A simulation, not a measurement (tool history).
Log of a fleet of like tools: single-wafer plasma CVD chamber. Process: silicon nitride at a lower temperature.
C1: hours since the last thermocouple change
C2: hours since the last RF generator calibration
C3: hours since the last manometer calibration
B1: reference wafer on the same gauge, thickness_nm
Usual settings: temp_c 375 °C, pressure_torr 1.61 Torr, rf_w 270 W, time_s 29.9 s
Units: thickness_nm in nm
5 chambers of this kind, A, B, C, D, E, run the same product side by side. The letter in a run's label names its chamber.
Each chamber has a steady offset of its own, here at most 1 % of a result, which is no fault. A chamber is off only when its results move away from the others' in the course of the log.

{"run": "1B", "hour": 7.0, "temp_c": 375, "pressure_torr": 1.61, "rf_w": 270, "time_s": 29.9, "C1": 1978.3, "C2": 1271.5, "C3": 2088.0, "B1": 37.595, "thickness_nm": 32.522}
{"run": "2A", "hour": 19.8, "temp_c": 375, "pressure_torr": 1.61, "rf_w": 270, "time_s": 29.9, "C1": 2112.0, "C2": 473.6, "C3": 1597.2, "B1": 37.602, "thickness_nm": 32.355}
{"run": "3D", "hour": 29.9, "temp_c": 375, "pressure_torr": 1.61, "rf_w": 270, "time_s": 29.9, "C1": 1801.9, "C2": 1472.0, "C3": 743.5, "B1": 37.588, "thickness_nm": 32.633}
{"hour": 31.5, "done": "chamber E: thermocouple changed; heater temperature recalibrated"}
{"run": "4C", "hour": 36.8, "temp_c": 375, "pressure_torr": 1.61, "rf_w": 270, "time_s": 29.9, "C1": 1879.9, "C2": 768.6, "C3": 328.0, "B1": 37.603, "thickness_nm": 32.346}
{"run": "5E", "hour": 49.1, "temp_c": 375, "pressure_torr": 1.61, "rf_w": 270, "time_s": 29.9, "C1": 17.7, "C2": 669.6, "C3": 589.8, "B1": 37.591, "thickness_nm": 32.393}
{"run": "6D", "hour": 59.4, "temp_c": 375, "pressure_torr": 1.61, "rf_w": 270, "time_s": 29.9, "C1": 1831.4, "C2": 1501.5, "C3": 773.0, "B1": 37.609, "thickness_nm": 32.643}
{"hour": 67.6, "done": "chamber B: capacitance manometer re-zeroed and calibrated"}
{"run": "7E", "hour": 72.7, "temp_c": 375, "pressure_torr": 1.61, "rf_w": 270, "time_s": 29.9, "C1": 41.3, "C2": 693.2, "C3": 613.4, "B1": 37.573, "thickness_nm": 32.352}
{"hour": 79.7, "done": "chamber A: capacitance manometer re-zeroed and calibrated"}
{"run": "8C", "hour": 85.6, "temp_c": 375, "pressure_torr": 1.61, "rf_w": 270, "time_s": 29.9, "C1": 1928.7, "C2": 817.4, "C3": 376.8, "B1": 37.618, "thickness_nm": 32.5}
{"run": "9A", "hour": 94.7, "temp_c": 375, "pressure_torr": 1.61, "rf_w": 270, "time_s": 29.9, "C1": 2186.9, "C2": 548.5, "C3": 15.1, "B1": 37.598, "thickness_nm": 32.444}
{"run": "10B", "hour": 106.1, "temp_c": 375, "pressure_torr": 1.61, "rf_w": 270, "time_s": 29.9, "C1": 2077.4, "C2": 1370.6, "C3": 38.6, "B1": 37.619, "thickness_nm": 32.59}
{"run": "11D", "hour": 117.6, "temp_c": 375, "pressure_torr": 1.61, "rf_w": 270, "time_s": 29.9, "C1": 1889.6, "C2": 1559.7, "C3": 831.2, "B1": 37.609, "thickness_nm": 32.561}
{"run": "12B", "hour": 128.0, "temp_c": 375, "pressure_torr": 1.61, "rf_w": 270, "time_s": 29.9, "C1": 2099.3, "C2": 1392.5, "C3": 60.5, "B1": 37.594, "thickness_nm": 32.676}
{"run": "13C", "hour": 141.3, "temp_c": 375, "pressure_torr": 1.61, "rf_w": 270, "time_s": 29.9, "C1": 1984.4, "C2": 873.1, "C3": 432.5, "B1": 37.622, "thickness_nm": 32.539}
{"run": "14E", "hour": 152.8, "temp_c": 375, "pressure_torr": 1.61, "rf_w": 270, "time_s": 29.9, "C1": 121.4, "C2": 773.3, "C3": 693.5, "B1": 37.577, "thickness_nm": 32.381}
{"run": "15A", "hour": 166.0, "temp_c": 375, "pressure_torr": 1.61, "rf_w": 270, "time_s": 29.9, "C1": 2258.2, "C2": 619.8, "C3": 86.4, "B1": 37.605, "thickness_nm": 32.481}
{"run": "16B", "hour": 180.2, "temp_c": 375, "pressure_torr": 1.95, "rf_w": 270, "time_s": 29.9, "C1": 2151.5, "C2": 1444.7, "C3": 112.7, "B1": 37.571, "thickness_nm": 34.48}
{"run": "17D", "hour": 186.9, "temp_c": 375, "pressure_torr": 1.95, "rf_w": 270, "time_s": 29.9, "C1": 1958.9, "C2": 1629.0, "C3": 900.5, "B1": 37.598, "thickness_nm": 34.424}
{"run": "18A", "hour": 200.6, "temp_c": 375, "pressure_torr": 1.95, "rf_w": 270, "time_s": 29.9, "C1": 2292.8, "C2": 654.4, "C3": 121.0, "B1": 37.602, "thickness_nm": 34.291}
{"run": "19E", "hour": 211.4, "temp_c": 375, "pressure_torr": 1.95, "rf_w": 270, "time_s": 29.9, "C1": 180.0, "C2": 831.9, "C3": 752.1, "B1": 37.622, "thickness_nm": 33.971}
{"run": "20C", "hour": 221.2, "temp_c": 375, "pressure_torr": 1.95, "rf_w": 270, "time_s": 29.9, "C1": 2064.3, "C2": 953.0, "C3": 512.4, "B1": 37.604, "thickness_nm": 34.32}
{"run": "21E", "hour": 229.2, "temp_c": 375, "pressure_torr": 1.61, "rf_w": 270, "time_s": 29.9, "C1": 197.8, "C2": 849.7, "C3": 769.9, "B1": 37.611, "thickness_nm": 32.399}
{"run": "22D", "hour": 242.7, "temp_c": 365, "pressure_torr": 1.23, "rf_w": 270, "time_s": 29.9, "C1": 2014.7, "C2": 1684.8, "C3": 956.3, "B1": 37.597, "thickness_nm": 30.33}
{"run": "23A", "hour": 249.0, "temp_c": 365, "pressure_torr": 1.23, "rf_w": 270, "time_s": 29.9, "C1": 2341.2, "C2": 702.8, "C3": 169.4, "B1": 37.598, "thickness_nm": 30.281}
{"hour": 255.1, "done": "chamber C: RF generator calibrated"}
{"run": "24B", "hour": 260.9, "temp_c": 365, "pressure_torr": 1.23, "rf_w": 270, "time_s": 29.9, "C1": 2232.2, "C2": 1525.4, "C3": 193.4, "B1": 37.577, "thickness_nm": 30.222}
{"run": "25C", "hour": 273.0, "temp_c": 365, "pressure_torr": 1.23, "rf_w": 270, "time_s": 29.9, "C1": 2116.1, "C2": 17.9, "C3": 564.2, "B1": 37.599, "thickness_nm": 30.122}
{"run": "26E", "hour": 280.0, "temp_c": 365, "pressure_torr": 1.23, "rf_w": 270, "time_s": 29.9, "C1": 248.6, "C2": 900.5, "C3": 820.7, "B1": 37.587, "thickness_nm": 30.133}
{"run": "27C", "hour": 289.2, "temp_c": 375, "pressure_torr": 1.61, "rf_w": 270, "time_s": 29.9, "C1": 2132.3, "C2": 34.1, "C3": 580.4, "B1": 37.614, "thickness_nm": 32.556}
{"hour": 290.7, "done": "chamber D: thermocouple changed; heater temperature recalibrated"}
{"run": "28A", "hour": 302.4, "temp_c": 375, "pressure_torr": 1.61, "rf_w": 270, "time_s": 29.9, "C1": 2394.6, "C2": 756.2, "C3": 222.8, "B1": 37.574, "thickness_nm": 32.407}
{"run": "29B", "hour": 315.9, "temp_c": 375, "pressure_torr": 1.61, "rf_w": 270, "time_s": 29.9, "C1": 2287.2, "C2": 1580.4, "C3": 248.4, "B1": 37.584, "thickness_nm": 32.507}
{"run": "30D", "hour": 327.3, "temp_c": 375, "pressure_torr": 1.61, "rf_w": 270, "time_s": 29.9, "C1": 36.7, "C2": 1769.4, "C3": 1040.9, "B1": 37.593, "thickness_nm": 32.851}
{"run": "31E", "hour": 339.2, "temp_c": 375, "pressure_torr": 1.61, "rf_w": 270, "time_s": 29.9, "C1": 307.8, "C2": 959.7, "C3": 879.9, "B1": 37.62, "thickness_nm": 32.31}
{"run": "32A", "hour": 350.6, "temp_c": 375, "pressure_torr": 1.61, "rf_w": 270, "time_s": 29.9, "C1": 2442.8, "C2": 804.4, "C3": 271.0, "B1": 37.609, "thickness_nm": 32.569}
{"run": "33B", "hour": 358.8, "temp_c": 375, "pressure_torr": 1.61, "rf_w": 270, "time_s": 29.9, "C1": 2330.1, "C2": 1623.3, "C3": 291.3, "B1": 37.586, "thickness_nm": 32.675}
{"run": "34C", "hour": 365.9, "temp_c": 390, "pressure_torr": 1.61, "rf_w": 305, "time_s": 29.9, "C1": 2209.0, "C2": 110.8, "C3": 657.1, "B1": 37.606, "thickness_nm": 34.916}
{"run": "35D", "hour": 377.6, "temp_c": 390, "pressure_torr": 1.61, "rf_w": 305, "time_s": 29.9, "C1": 87.0, "C2": 1819.7, "C3": 1091.2, "B1": 37.594, "thickness_nm": 35.162}

Is one chamber off against the others, does the gauge drift, or is nothing wrong? If a chamber is off, say which, and what the likeliest cause is.

No chamber stands off beyond its own small offset, and the gauge holds steady.
